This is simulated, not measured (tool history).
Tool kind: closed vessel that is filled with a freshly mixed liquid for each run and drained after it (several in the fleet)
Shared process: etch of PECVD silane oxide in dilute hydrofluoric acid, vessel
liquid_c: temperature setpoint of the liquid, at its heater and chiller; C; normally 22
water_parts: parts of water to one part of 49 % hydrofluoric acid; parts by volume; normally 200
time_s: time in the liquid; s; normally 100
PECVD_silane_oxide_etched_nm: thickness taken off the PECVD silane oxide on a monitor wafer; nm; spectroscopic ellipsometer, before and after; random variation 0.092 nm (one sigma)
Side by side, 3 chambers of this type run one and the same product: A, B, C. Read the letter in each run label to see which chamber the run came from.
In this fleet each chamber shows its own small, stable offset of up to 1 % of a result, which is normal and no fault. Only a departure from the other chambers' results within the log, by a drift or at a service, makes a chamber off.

| run | day | liquid_c | water_parts | time_s | read-back film thickness of the PECVD silane oxide reference wafer, read on the same gauge (nm) | PECVD_silane_oxide_etched_nm |
|---|---|---|---|---|---|---|
| 1A | 0.158 | 22 | 200 | 100 | 29.965 | 10.158 |
| 2C | 0.25 | 22 | 200 | 100 | 29.989 | 10.056 |
| 3B | 0.404 | 22 | 200 | 100 | 30.027 | 10.033 |
| 4A | 0.554 | 22 | 200 | 100 | 30.001 | 10.111 |
| 5B | 0.721 | 22 | 200 | 100 | 29.987 | 9.986 |
| 6C | 0.85 | 22 | 200 | 100 | 30.013 | 10.146 |
| 7B | 0.962 | 22 | 200 | 100 | 30.004 | 10.092 |
| 8A | 1.162 | 22 | 200 | 100 | 29.99 | 10.11 |
| 9C | 1.325 | 22 | 200 | 120 | 30.021 | 12.329 |
| 10C | 1.479 | 22 | 200 | 120 | 29.996 | 12.212 |
| 11B | 1.571 | 22 | 200 | 120 | 29.967 | 11.958 |
| 12A | 1.767 | 22 | 200 | 100 | 30.019 | 10.148 |
| 13C | 1.9 | 22 | 200 | 100 | 29.992 | 10.274 |
| 14A | 2.071 | 22 | 200 | 100 | 29.985 | 10.157 |
| 15B | 2.204 | 22 | 200 | 100 | 30.032 | 10.039 |
|  | 2.262 | chamber A: thermometer replaced |
| 16B | 2.296 | 22 | 200 | 100 | 30.006 | 10.064 |
| 17A | 2.446 | 22 | 200 | 100 | 29.971 | 10.044 |
| 18C | 2.629 | 22 | 200 | 100 | 29.993 | 10.306 |
| 19A | 2.75 | 22 | 200 | 100 | 29.987 | 10.042 |
| 20B | 2.888 | 22 | 200 | 100 | 29.985 | 9.9995 |
| 21C | 3.033 | 22 | 200 | 100 | 30.018 | 10.084 |
| 22A | 3.179 | 22 | 200 | 100 | 29.987 | 10.081 |
| 23C | 3.288 | 22 | 200 | 100 | 29.973 | 10.167 |
| 24B | 3.45 | 22 | 255 | 100 | 30.01 | 7.3568 |
| 25C | 3.546 | 22 | 255 | 100 | 29.982 | 7.5988 |
| 26A | 3.712 | 22 | 255 | 100 | 29.992 | 7.443 |
| 27B | 3.912 | 22 | 200 | 100 | 30.016 | 9.9526 |
| 28A | 4.1 | 22 | 200 | 100 | 30.001 | 9.9672 |

Which is it: a chamber that has drifted or been left off by a service, a gauge drift common to all chambers, or only each chamber's usual small offset? If a chamber is off, name it and its likeliest cause.

Beyond each chamber's small constant offset nothing stands out, and the gauge stays steady.
